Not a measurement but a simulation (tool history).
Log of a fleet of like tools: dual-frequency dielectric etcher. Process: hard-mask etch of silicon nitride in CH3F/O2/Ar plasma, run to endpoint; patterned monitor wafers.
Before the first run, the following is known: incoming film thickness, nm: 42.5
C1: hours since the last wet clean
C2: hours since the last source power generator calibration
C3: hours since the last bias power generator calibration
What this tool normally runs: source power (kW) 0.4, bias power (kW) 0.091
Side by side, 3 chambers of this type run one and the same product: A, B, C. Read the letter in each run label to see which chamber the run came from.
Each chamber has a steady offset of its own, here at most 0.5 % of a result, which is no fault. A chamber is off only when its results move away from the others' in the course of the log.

Run 1C, hour 8: usual settings; C1 11.3; C2 4456.2; C3 2073. Result: endpoint time (s) 56.95.
Run 2A, hour 12.7: usual settings; C1 343.3; C2 1048.7; C3 3374. Result: endpoint time (s) 56.499.
Run 3B, hour 20.9: usual settings; C1 30.5; C2 2372.3; C3 1043.7. Result: endpoint time (s) 56.361.
Run 4C, hour 26.6: usual settings; C1 29.9; C2 4474.8; C3 2091.6. Result: endpoint time (s) 56.69.
Run 5B, hour 37.2: usual settings; C1 46.8; C2 2388.6; C3 1060. Result: endpoint time (s) 56.526.
Run 6A, hour 43.1: usual settings; C1 373.7; C2 1079.1; C3 3404.4. Result: endpoint time (s) 55.953.
Run 7A, hour 52.7: usual settings but bias power (kW) 0.109; C1 383.3; C2 1088.7; C3 3414. Result: endpoint time (s) 52.835.
Run 8C, hour 57.3: usual settings but bias power (kW) 0.109; C1 60.6; C2 4505.5; C3 2122.3. Result: endpoint time (s) 52.805.
Run 9B, hour 62.2: usual settings but bias power (kW) 0.109; C1 71.8; C2 2413.6; C3 1085. Result: endpoint time (s) 53.19.
Run 10C, hour 71.9: usual settings; C1 75.2; C2 4520.1; C3 2136.9. Result: endpoint time (s) 56.657.
Run 11A, hour 79.1: usual settings; C1 409.7; C2 1115.1; C3 3440.4. Result: endpoint time (s) 56.278.
Run 12B, hour 89.1: usual settings; C1 98.7; C2 2440.5; C3 1111.9. Result: endpoint time (s) 55.751.
Run 13C, hour 97.9: usual settings; C1 101.2; C2 4546.1; C3 2162.9. Result: endpoint time (s) 57.192.
Run 14A, hour 106.9: usual settings; C1 437.5; C2 1142.9; C3 3468.2. Result: endpoint time (s) 55.827.
Run 15B, hour 116.5: usual settings; C1 126.1; C2 2467.9; C3 1139.3. Result: endpoint time (s) 56.287.
Run 16C, hour 125.3: usual settings; C1 128.6; C2 4573.5; C3 2190.3. Result: endpoint time (s) 56.994.
Run 17B, hour 132.3: usual settings; C1 141.9; C2 2483.7; C3 1155.1. Result: endpoint time (s) 56.635.
Run 18A, hour 137: usual settings; C1 467.6; C2 1173; C3 3498.3. Result: endpoint time (s) 56.983.
Run 19A, hour 145.2: usual settings; C1 475.8; C2 1181.2; C3 3506.5. Result: endpoint time (s) 57.28.
Run 20B, hour 153.8: usual settings; C1 163.4; C2 2505.2; C3 1176.6. Result: endpoint time (s) 56.622.
Run 21C, hour 162.1: usual settings but source power (kW) 0.46, bias power (kW) 0.075; C1 165.4; C2 4610.3; C3 2227.1. Result: endpoint time (s) 58.478.
At hour 168.3: chamber A: wet clean of the chamber.
Run 22B, hour 170.1: usual settings but source power (kW) 0.46, bias power (kW) 0.075; C1 179.7; C2 2521.5; C3 1192.9. Result: endpoint time (s) 57.509.
Run 23A, hour 179.8: usual settings but source power (kW) 0.46, bias power (kW) 0.075; C1 11.6; C2 1215.8; C3 3541.1. Result: endpoint time (s) 57.099.
Run 24C, hour 187.7: usual settings but source power (kW) 0.36; C1 191; C2 4635.9; C3 2252.7. Result: endpoint time (s) 58.29.
Run 25A, hour 197.2: usual settings but source power (kW) 0.36; C1 29; C2 1233.2; C3 3558.5. Result: endpoint time (s) 58.831.
Run 26B, hour 202.2: usual settings but source power (kW) 0.36; C1 211.8; C2 2553.6; C3 1225. Result: endpoint time (s) 58.756.
Run 27C, hour 211.8: usual settings; C1 215.1; C2 4660; C3 2276.8. Result: endpoint time (s) 57.418.
At hour 215.2: chamber A: bias power generator calibrated.
Run 28A, hour 216.6: usual settings; C1 48.4; C2 1252.6; C3 1.4. Result: endpoint time (s) 55.954.
Run 29B, hour 222.7: usual settings but source power (kW) 0.33; C1 232.3; C2 2574.1; C3 1245.5. Result: endpoint time (s) 60.202.
Run 30C, hour 231.1: usual settings but source power (kW) 0.33; C1 234.4; C2 4679.3; C3 2296.1. Result: endpoint time (s) 60.323.
Run 31C, hour 241: usual settings but source power (kW) 0.33; C1 244.3; C2 4689.2; C3 2306. Result: endpoint time (s) 59.243.
Run 32A, hour 248.2: usual settings; C1 80; C2 1284.2; C3 33. Result: endpoint time (s) 57.334.
Run 33B, hour 258.9: usual settings but source power (kW) 0.45; C1 268.5; C2 2610.3; C3 1281.7. Result: endpoint time (s) 54.09.
Run 34B, hour 265.3: usual settings but source power (kW) 0.45; C1 274.9; C2 2616.7; C3 1288.1. Result: endpoint time (s) 54.442.

Each of the 3 chambers runs these same settings next. Fill in every chamber's results:
Run 35A, hour 273: usual settings. Result: endpoint time (s) ?.
Run 35B, hour 273: usual settings. Result: endpoint time (s) ?.
Run 35C, hour 273: usual settings. Result: endpoint time (s) ?.

run  endpoint time (s)
35A             56.553
35B             55.943
35C             55.967
